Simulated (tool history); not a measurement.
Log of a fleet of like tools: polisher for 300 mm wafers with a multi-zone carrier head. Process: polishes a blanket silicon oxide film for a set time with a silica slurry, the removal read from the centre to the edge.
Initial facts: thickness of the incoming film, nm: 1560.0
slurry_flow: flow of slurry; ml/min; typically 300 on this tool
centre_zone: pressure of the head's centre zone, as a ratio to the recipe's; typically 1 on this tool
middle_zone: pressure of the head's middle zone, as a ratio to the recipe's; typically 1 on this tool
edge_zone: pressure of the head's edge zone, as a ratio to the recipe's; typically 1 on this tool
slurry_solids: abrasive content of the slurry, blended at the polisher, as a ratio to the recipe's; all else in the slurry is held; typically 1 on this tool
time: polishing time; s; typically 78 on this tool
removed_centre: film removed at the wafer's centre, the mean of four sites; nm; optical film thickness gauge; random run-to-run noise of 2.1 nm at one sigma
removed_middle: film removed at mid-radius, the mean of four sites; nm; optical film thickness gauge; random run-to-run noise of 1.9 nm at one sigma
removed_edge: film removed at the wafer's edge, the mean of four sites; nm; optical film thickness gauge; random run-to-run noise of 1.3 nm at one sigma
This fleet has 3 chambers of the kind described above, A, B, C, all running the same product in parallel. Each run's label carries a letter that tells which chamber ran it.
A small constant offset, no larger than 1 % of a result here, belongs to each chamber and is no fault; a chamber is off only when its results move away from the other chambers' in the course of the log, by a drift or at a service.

run   hour  slurry_flow  centre_zone  middle_zone  edge_zone  slurry_solids  time  wafers polished on this pad  hours since the slurry nozzle was cleaned  hours since the centre zone pressure was calibrated  hours since the edge zone pressure was calibrated  removed_centre  removed_middle  removed_edge
 1B   10.5          300            1            1          1              1    78                          305                                        210                                                186.9                                              387.3          211.77          211.55        213.31
 2C   17.9          300            1            1          1              1    78                          804                                      427.5                                                524.4                                              181.4          215.05          209.68        211.25
 3A     32          300            1            1          1              1    78                          659                                      216.2                                                622.2                                              490.8          210.19          211.63        211.58
 4C     42          300            1            1          1              1    78                         1152                                      451.6                                                548.5                                              205.5          212.15          208.48        212.22
      43.1  -- chamber B: worn pad replaced by a new one
      44.6  -- chamber A: centre zone pressure recalibrated
 5A   50.5          300            1            1          1              1    78                          926                                      234.7                                                  5.9                                              509.3          211.79          212.64        213.43
        52  -- chamber C: worn pad replaced by a new one
      60.9  -- chamber A: worn pad replaced by a new one
      62.5  -- chamber A: edge zone pressure recalibrated
 6B   63.1          300            1            1          1              1    78                          290                                      262.6                                                239.5                                              439.9           213.3          208.58           210
      63.5  -- chamber B: slurry nozzle cleaned
 7A   74.5          300            1            1          1              1    78                          197                                      258.7                                                 29.9                                               12.1          212.99          210.68        213.16
 8C   82.4          300            1            1          1              1    78                          439                                        492                                                588.9                                              245.9           212.4          212.25        211.68
 9B   89.1          300         1.07            1          1              1    53                          665                                       25.7                                                265.5                                              465.9          154.71          141.46        142.16
      96.9  -- chamber B: worn pad replaced by a new one
10B   97.4          300         1.07            1          1              1    53                            8                                         34                                                273.8                                              474.2             155          146.98        144.95
11A  105.8          300         1.07            1          1              1    53                          649                                        290                                                 61.2                                               43.4          151.87          143.49        144.58
12C  119.5          300            1            1          1              1    78                          975                                      529.1                                                  626                                                283          213.62          211.45        212.42
     128.9  -- chamber C: edge zone pressure recalibrated
13B  130.7          300            1            1          1              1    78                          489                                       67.3                                                307.1                                              507.5          211.33          209.14        209.53
     131.5  -- chamber A: worn pad replaced by a new one
     134.6  -- chamber C: worn pad replaced by a new one
14C  142.3          300            1            1          1              1    78                          111                                      551.9                                                648.8                                               13.5          210.11          214.35        212.62
15A  150.4          300            1            1          1              1    78                          273                                      334.6                                                105.8                                                 88          208.69          214.77        214.18
       158  -- chamber B: worn pad replaced by a new one
16C  159.5          300            1            1          1              1    78                          359                                      569.1                                                  666                                               30.7          208.83          212.17        213.75
17B  167.8          300            1            1          1              1    78                          141                                      104.4                                                344.2                                              544.6          207.34          209.65        211.64
18A  176.2          300            1            1          1              1    78                          646                                      360.4                                                131.6                                              113.8          209.08          213.82        215.56
19C  184.6          300         1.06            1          1              1    78                          722                                      594.2                                                691.1                                               55.8          224.62          209.29        213.34
20B  195.9          300         1.06            1          1              1    78                          547                                      132.5                                                372.3                                              572.7          216.92          211.06        209.42
21A    204          300         1.06            1          1              1    78                         1047                                      388.2                                                159.4                                              141.6          223.03          212.83        210.91
     207.2  -- chamber A: worn pad replaced by a new one
22B  211.1          300            1            1          1              1    78                          767                                      147.7                                                387.5                                              587.9          198.81          211.71        209.39
     213.3  -- chamber B: worn pad replaced by a new one
23A  218.7          300            1            1          1              1    78                          166                                      402.9                                                174.1                                              156.3          210.64          210.47        212.72
24C  225.2          300         0.95         0.91          1              1    78                         1308                                      634.8                                                731.7                                               96.4          198.64          191.96        211.78
     226.2  -- chamber C: worn pad replaced by a new one
25B  234.1          300         0.95         0.91          1              1    78                          301                                      170.7                                                410.5                                              610.9          184.18          190.05        213.11
26A  244.7          300         0.95         0.91          1              1    78                          542                                      428.9                                                200.1                                              182.3          198.57          191.43        212.68
27C  252.1          300            1            1          1              1    78                          375                                      661.7                                                758.6                                              123.3          213.62          210.76        210.93
28B  258.3          300            1            1          1              1    78                          651                                      194.9                                                434.7                                              635.1          197.37          207.38        211.86
29A  268.5          300            1            1          1              1    78                          886                                      452.7                                                223.9                                              206.1          210.99          211.43        214.34
30C  278.6          300            1            1          1            1.2    97                          758                                      688.2                                                785.1                                              149.8          280.73          284.59        285.28

For the next run the whole fleet of 3 chambers uses the same settings. Give each chamber's results:
31A  288.7          300            1            1       0.92              1    78                                                                                                                                                                                               ?               ?             ?
31B  288.7          300            1            1       0.92              1    78                                                                                                                                                                                               ?               ?             ?
31C  288.7          300            1            1       0.92              1    78                                                                                                                                                                                               ?               ?             ?

run  removed_centre  removed_middle  removed_edge
31A           206.6          208.84        202.86
31B          188.41           209.1         204.3
31C          209.87          209.17        201.04
